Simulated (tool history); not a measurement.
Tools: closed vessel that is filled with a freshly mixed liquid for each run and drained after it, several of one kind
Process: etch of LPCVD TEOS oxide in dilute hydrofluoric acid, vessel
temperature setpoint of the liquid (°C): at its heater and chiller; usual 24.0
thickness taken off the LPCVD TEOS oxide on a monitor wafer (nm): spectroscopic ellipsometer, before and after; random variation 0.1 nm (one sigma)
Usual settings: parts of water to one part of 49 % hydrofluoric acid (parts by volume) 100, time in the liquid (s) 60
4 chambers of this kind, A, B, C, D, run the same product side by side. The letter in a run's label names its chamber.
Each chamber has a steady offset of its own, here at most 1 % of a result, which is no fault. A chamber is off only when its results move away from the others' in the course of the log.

run	hour	temperature setpoint of the liquid (°C)	parts of water to one part of 49 % hydrofluoric acid (parts by volume)	time in the liquid (s)	hours since the thermometer was replaced	hours since the hydrofluoric acid flow meter was replaced	read-back film thickness of the LPCVD TEOS oxide reference wafer, read on the same gauge (nm)	thickness taken off the LPCVD TEOS oxide on a monitor wafer (nm)
# hour 2.2: chamber B: thermometer replaced
1A	12.3	24.0	100	60	916.4	99.5	59.994	10.7820
2D	21.9	24.0	100	60	2747.2	590.4	59.988	11.0340
3B	30.8	24.0	100	60	28.7	1155.6	60.021	10.9180
4C	44.7	24.0	100	60	623.9	386.3	60.001	10.9740
5B	54.5	24.0	100	60	52.4	1179.3	59.993	11.0410
6A	67.4	24.0	100	60	971.5	154.6	59.969	11.0400
7C	74.9	24.0	100	60	654.1	416.5	59.967	10.9260
8D	86.5	24.0	100	60	2811.8	655.0	60.034	11.2460
9C	98.9	24.0	100	60	678.1	440.5	59.975	10.8960
10D	110.6	21.5	65	60	2835.9	679.1	60.016	16.1840
11A	116.8	21.5	65	60	1020.9	204.0	59.982	16.1700
12B	124.6	21.5	65	60	122.5	1249.4	59.936	16.1900
13C	135.5	21.5	65	60	714.7	477.1	59.976	15.8210
14D	149.3	24.0	100	60	2874.6	717.8	59.973	11.4320
15A	159.9	28.0	80	60	1064.0	247.1	59.993	16.4920
16B	171.7	28.0	80	60	169.6	1296.5	59.993	16.5800
# hour 174.8: chamber D: thermometer replaced
17B	184.3	28.0	80	60	182.2	1309.1	59.973	16.4320
18D	190.8	28.0	80	60	16.1	759.3	59.965	17.1970
19C	197.2	24.0	100	60	776.4	538.8	60.008	10.7990
20A	206.1	24.0	100	60	1110.2	293.3	59.926	10.9430
21B	213.9	24.0	100	60	211.8	1338.7	59.942	11.3170
22C	227.1	24.0	100	60	806.3	568.7	59.958	10.9670
23D	235.1	24.0	100	60	60.4	803.6	59.980	11.7150
24A	248.8	24.0	100	60	1152.9	336.0	59.946	11.0380
25D	256.5	24.0	100	60	81.8	825.0	60.012	11.8230
26A	269.5	20.5	125	60	1173.6	356.7	60.012	7.3834
27C	282.8	20.5	125	60	862.0	624.4	60.021	7.3261
28B	294.2	20.5	125	60	292.1	1419.0	60.033	7.4693
29D	303.9	20.5	125	60	129.2	872.4	59.993	8.1040

What goes on in this fleet: one chamber off, a drifting gauge, or nothing beyond the chambers' own small offsets? Name the chamber and the cause, if any.

Chamber D drifts away from the others.
Cause: hydrofluoric acid flow above the setpoint (%) = 7.23.

Here are 4 candidates for chamber D's next run, each the usual settings with a change, their results left as question marks. Which one brings its results back in line with what the others give on the usual settings?
In line means no further than this from the other chambers' mean on the usual settings: thickness taken off the LPCVD TEOS oxide on a monitor wafer (nm) 0.3600
30D-1	313.8	24.0	90	65				?
30D-2	313.8	26.0	100	60				?
30D-3	313.8	24.0	100	50				?
30D-4	313.8	22.0	100	60				?

The other chambers' mean on the usual settings: thickness taken off the LPCVD TEOS oxide on a monitor wafer (nm) 11.0030
run	thickness taken off the LPCVD TEOS oxide on a monitor wafer (nm)
30D-1	14.5610
30D-2	12.9610
30D-3	9.9816
30D-4	11.0530
30D-4 brings the chamber back in line.
